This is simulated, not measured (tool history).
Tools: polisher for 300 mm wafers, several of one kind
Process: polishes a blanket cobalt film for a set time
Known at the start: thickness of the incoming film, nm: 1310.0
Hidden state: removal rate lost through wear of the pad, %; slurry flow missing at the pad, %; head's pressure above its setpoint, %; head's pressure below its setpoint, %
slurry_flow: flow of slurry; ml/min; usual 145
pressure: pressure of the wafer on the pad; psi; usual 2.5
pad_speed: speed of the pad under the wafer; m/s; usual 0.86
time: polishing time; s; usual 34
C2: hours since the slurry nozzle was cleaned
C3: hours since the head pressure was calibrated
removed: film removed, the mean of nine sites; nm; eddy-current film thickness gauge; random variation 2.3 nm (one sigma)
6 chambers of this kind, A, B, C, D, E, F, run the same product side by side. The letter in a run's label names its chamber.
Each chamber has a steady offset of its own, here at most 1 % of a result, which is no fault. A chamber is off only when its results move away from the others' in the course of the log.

{"day": 0.004, "done": "chamber D: worn pad replaced by a new one"}
{"day": 0.058, "done": "chamber B: worn pad replaced by a new one"}
{"run": "1D", "day": 0.158, "slurry_flow": 145, "pressure": 2.5, "pad_speed": 0.86, "time": 34, "wafers polished on this pad": 47, "C2": 182.2, "C3": 131, "removed": 172.34}
{"run": "2E", "day": 0.346, "slurry_flow": 145, "pressure": 2.5, "pad_speed": 0.86, "time": 34, "wafers polished on this pad": 586, "C2": 662.9, "C3": 1204.2, "removed": 181.04}
{"run": "3A", "day": 0.504, "slurry_flow": 145, "pressure": 2.5, "pad_speed": 0.86, "time": 34, "wafers polished on this pad": 781, "C2": 289.5, "C3": 229.9, "removed": 177.95}
{"run": "4B", "day": 0.704, "slurry_flow": 145, "pressure": 2.5, "pad_speed": 0.86, "time": 34, "wafers polished on this pad": 197, "C2": 678.8, "C3": 240.9, "removed": 179.59}
{"day": 0.75, "done": "chamber E: worn pad replaced by a new one"}
{"run": "5C", "day": 0.871, "slurry_flow": 100, "pressure": 2.9, "pad_speed": 0.86, "time": 34, "wafers polished on this pad": 295, "C2": 330.1, "C3": 646, "removed": 191.61}
{"day": 1.025, "done": "chamber A: slurry nozzle cleaned"}
{"run": "6F", "day": 1.175, "slurry_flow": 100, "pressure": 2.9, "pad_speed": 0.86, "time": 34, "wafers polished on this pad": 496, "C2": 199.1, "C3": 71.2, "removed": 190.11}
{"run": "7D", "day": 1.308, "slurry_flow": 100, "pressure": 2.9, "pad_speed": 0.86, "time": 34, "wafers polished on this pad": 397, "C2": 209.8, "C3": 158.6, "removed": 194.21}
{"day": 1.383, "done": "chamber F: worn pad replaced by a new one"}
{"run": "8F", "day": 1.442, "slurry_flow": 100, "pressure": 2.9, "pad_speed": 0.86, "time": 34, "wafers polished on this pad": 18, "C2": 205.5, "C3": 77.6, "removed": 192.6}
{"day": 1.625, "done": "chamber B: slurry nozzle cleaned"}
{"run": "9C", "day": 1.658, "slurry_flow": 100, "pressure": 2.9, "pad_speed": 0.86, "time": 34, "wafers polished on this pad": 535, "C2": 349, "C3": 664.9, "removed": 190.04}
{"run": "10A", "day": 1.833, "slurry_flow": 100, "pressure": 2.9, "pad_speed": 0.86, "time": 34, "wafers polished on this pad": 1186, "C2": 19.4, "C3": 261.8, "removed": 192.69}
{"day": 1.933, "done": "chamber D: worn pad replaced by a new one"}
{"run": "11E", "day": 2.096, "slurry_flow": 145, "pressure": 2.5, "pad_speed": 0.86, "time": 34, "wafers polished on this pad": 410, "C2": 704.9, "C3": 1246.2, "removed": 179.32}
{"run": "12B", "day": 2.288, "slurry_flow": 145, "pressure": 2.5, "pad_speed": 0.86, "time": 34, "wafers polished on this pad": 679, "C2": 15.9, "C3": 278.9, "removed": 185.24}
{"day": 2.367, "done": "chamber A: worn pad replaced by a new one"}
{"run": "13B", "day": 2.475, "slurry_flow": 145, "pressure": 2.5, "pad_speed": 0.86, "time": 34, "wafers polished on this pad": 736, "C2": 20.4, "C3": 283.4, "removed": 181.33}
{"run": "14C", "day": 2.738, "slurry_flow": 145, "pressure": 2.5, "pad_speed": 0.86, "time": 34, "wafers polished on this pad": 863, "C2": 374.9, "C3": 690.8, "removed": 178.68}
{"day": 2.779, "done": "chamber B: worn pad replaced by a new one"}
{"day": 2.962, "done": "chamber C: slurry nozzle cleaned"}
{"run": "15A", "day": 3.025, "slurry_flow": 145, "pressure": 2.5, "pad_speed": 0.86, "time": 34, "wafers polished on this pad": 201, "C2": 48, "C3": 290.4, "removed": 178.81}
{"day": 3.121, "done": "chamber E: worn pad replaced by a new one"}
{"day": 3.221, "done": "chamber C: worn pad replaced by a new one"}
{"run": "16F", "day": 3.271, "slurry_flow": 145, "pressure": 2.5, "pad_speed": 0.86, "time": 34, "wafers polished on this pad": 575, "C2": 249.4, "C3": 121.5, "removed": 173.2}
{"day": 3.346, "done": "chamber F: worn pad replaced by a new one"}
{"run": "17D", "day": 3.467, "slurry_flow": 145, "pressure": 2.5, "pad_speed": 0.86, "time": 34, "wafers polished on this pad": 467, "C2": 261.6, "C3": 210.4, "removed": 176.12}
{"day": 3.621, "done": "chamber D: worn pad replaced by a new one"}
{"run": "18E", "day": 3.7, "slurry_flow": 120, "pressure": 2.5, "pad_speed": 0.86, "time": 34, "wafers polished on this pad": 177, "C2": 743.4, "C3": 1284.7, "removed": 167.2}
{"run": "19A", "day": 3.9, "slurry_flow": 120, "pressure": 2.5, "pad_speed": 0.86, "time": 34, "wafers polished on this pad": 468, "C2": 69, "C3": 311.4, "removed": 174.01}
{"run": "20F", "day": 4.179, "slurry_flow": 120, "pressure": 2.5, "pad_speed": 0.86, "time": 34, "wafers polished on this pad": 254, "C2": 271.2, "C3": 143.3, "removed": 172.82}
{"run": "21D", "day": 4.421, "slurry_flow": 120, "pressure": 2.5, "pad_speed": 0.86, "time": 34, "wafers polished on this pad": 244, "C2": 284.5, "C3": 233.3, "removed": 170.92}
{"run": "22E", "day": 4.558, "slurry_flow": 120, "pressure": 2.5, "pad_speed": 0.86, "time": 34, "wafers polished on this pad": 438, "C2": 764, "C3": 1305.3, "removed": 172.11}
{"run": "23C", "day": 4.696, "slurry_flow": 120, "pressure": 2.5, "pad_speed": 0.86, "time": 34, "wafers polished on this pad": 450, "C2": 41.6, "C3": 737.8, "removed": 168.6}
{"day": 4.904, "done": "chamber F: worn pad replaced by a new one"}
{"run": "24B", "day": 5.004, "slurry_flow": 145, "pressure": 2.5, "pad_speed": 0.86, "time": 34, "wafers polished on this pad": 678, "C2": 81.1, "C3": 344.1, "removed": 179.84}
{"run": "25B", "day": 5.254, "slurry_flow": 175, "pressure": 2.5, "pad_speed": 1.02, "time": 34, "wafers polished on this pad": 754, "C2": 87.1, "C3": 350.1, "removed": 214.93}
{"day": 5.267, "done": "chamber E: head pressure recalibrated"}
{"day": 5.358, "done": "chamber D: worn pad replaced by a new one"}
{"day": 5.454, "done": "chamber E: worn pad replaced by a new one"}
{"run": "26A", "day": 5.55, "slurry_flow": 175, "pressure": 2.5, "pad_speed": 1.02, "time": 34, "wafers polished on this pad": 970, "C2": 108.6, "C3": 351, "removed": 224.14}
{"day": 5.75, "done": "chamber B: worn pad replaced by a new one"}
{"run": "27C", "day": 5.771, "slurry_flow": 175, "pressure": 2.5, "pad_speed": 1.02, "time": 34, "wafers polished on this pad": 777, "C2": 67.4, "C3": 763.6, "removed": 215.92}
{"day": 5.896, "done": "chamber F: slurry nozzle cleaned"}
{"run": "28F", "day": 5.971, "slurry_flow": 175, "pressure": 2.5, "pad_speed": 1.02, "time": 34, "wafers polished on this pad": 325, "C2": 1.9, "C3": 186.3, "removed": 213.89}
{"day": 5.988, "done": "chamber C: worn pad replaced by a new one"}
{"run": "29D", "day": 6.196, "slurry_flow": 175, "pressure": 2.5, "pad_speed": 1.02, "time": 34, "wafers polished on this pad": 255, "C2": 327.1, "C3": 275.9, "removed": 220.27}
{"run": "30E", "day": 6.388, "slurry_flow": 175, "pressure": 2.5, "pad_speed": 1.02, "time": 34, "wafers polished on this pad": 284, "C2": 807.9, "C3": 27, "removed": 207}
{"day": 6.542, "done": "chamber F: worn pad replaced by a new one"}
{"run": "31B", "day": 6.696, "slurry_flow": 145, "pressure": 2.5, "pad_speed": 0.86, "time": 34, "wafers polished on this pad": 288, "C2": 121.7, "C3": 384.7, "removed": 179.29}
{"run": "32E", "day": 6.95, "slurry_flow": 145, "pressure": 2.5, "pad_speed": 0.86, "time": 34, "wafers polished on this pad": 456, "C2": 821.4, "C3": 40.5, "removed": 166.17}
{"day": 6.992, "done": "chamber A: worn pad replaced by a new one"}
{"day": 7.162, "done": "chamber D: worn pad replaced by a new one"}
{"run": "33F", "day": 7.238, "slurry_flow": 145, "pressure": 2.5, "pad_speed": 0.86, "time": 34, "wafers polished on this pad": 212, "C2": 32.3, "C3": 216.7, "removed": 177.52}
{"run": "34C", "day": 7.462, "slurry_flow": 145, "pressure": 2.5, "pad_speed": 0.86, "time": 34, "wafers polished on this pad": 449, "C2": 108, "C3": 804.2, "removed": 177.44}
{"day": 7.592, "done": "chamber E: worn pad replaced by a new one"}
{"run": "35A", "day": 7.675, "slurry_flow": 145, "pressure": 2.5, "pad_speed": 0.86, "time": 34, "wafers polished on this pad": 208, "C2": 159.6, "C3": 402, "removed": 180.72}
{"run": "36D", "day": 7.833, "slurry_flow": 145, "pressure": 2.5, "pad_speed": 0.86, "time": 34, "wafers polished on this pad": 204, "C2": 366.4, "C3": 315.2, "removed": 177.66}
{"run": "37A", "day": 7.975, "slurry_flow": 145, "pressure": 2.5, "pad_speed": 0.86, "time": 34, "wafers polished on this pad": 299, "C2": 166.8, "C3": 409.2, "removed": 179.17}
{"run": "38F", "day": 8.212, "slurry_flow": 145, "pressure": 2.5, "pad_speed": 0.86, "time": 34, "wafers polished on this pad": 509, "C2": 55.7, "C3": 240.1, "removed": 175.49}
{"run": "39E", "day": 8.404, "slurry_flow": 145, "pressure": 2.5, "pad_speed": 0.86, "time": 34, "wafers polished on this pad": 248, "C2": 856.3, "C3": 75.4, "removed": 168.05}
{"run": "40C", "day": 8.538, "slurry_flow": 145, "pressure": 2.5, "pad_speed": 0.86, "time": 34, "wafers polished on this pad": 777, "C2": 133.8, "C3": 830, "removed": 175.48}
{"run": "41D", "day": 8.829, "slurry_flow": 145, "pressure": 2.5, "pad_speed": 0.86, "time": 34, "wafers polished on this pad": 507, "C2": 390.3, "C3": 339.1, "removed": 177.22}
{"day": 8.867, "done": "chamber B: worn pad replaced by a new one"}
{"run": "42B", "day": 9.033, "slurry_flow": 145, "pressure": 2.5, "pad_speed": 0.96, "time": 38, "wafers polished on this pad": 51, "C2": 177.8, "C3": 440.8, "removed": 223.17}

What goes on in this fleet: one chamber off, a drifting gauge, or nothing beyond the chambers' own small offsets? Name the chamber and the cause, if any.

A service left chamber E off against the others.
Cause: head's pressure below its setpoint, % = 6.47.

Here are 4 candidates for chamber E's next run, each the usual settings with a change, their results left as question marks. Which one brings its results back in line with what the others give on the usual settings?
In line means no further than this from the other chambers' mean on the usual settings: removed 7.9 nm
{"run": "43E-1", "day": 9.254, "slurry_flow": 145, "pressure": 2.4, "pad_speed": 0.86, "time": 33, "removed": "?"}
{"run": "43E-2", "day": 9.254, "slurry_flow": 145, "pressure": 2.5, "pad_speed": 0.92, "time": 36, "removed": "?"}
{"run": "43E-3", "day": 9.254, "slurry_flow": 145, "pressure": 2.5, "pad_speed": 0.88, "time": 35, "removed": "?"}
{"run": "43E-4", "day": 9.254, "slurry_flow": 145, "pressure": 2.4, "pad_speed": 0.82, "time": 32, "removed": "?"}

The other chambers' mean on the usual settings: removed 177.15 nm
run=43E-1 removed=156.25
run=43E-2 removed=189.98
run=43E-3 removed=176.66
run=43E-4 removed=144.46
43E-3 brings the chamber back in line.

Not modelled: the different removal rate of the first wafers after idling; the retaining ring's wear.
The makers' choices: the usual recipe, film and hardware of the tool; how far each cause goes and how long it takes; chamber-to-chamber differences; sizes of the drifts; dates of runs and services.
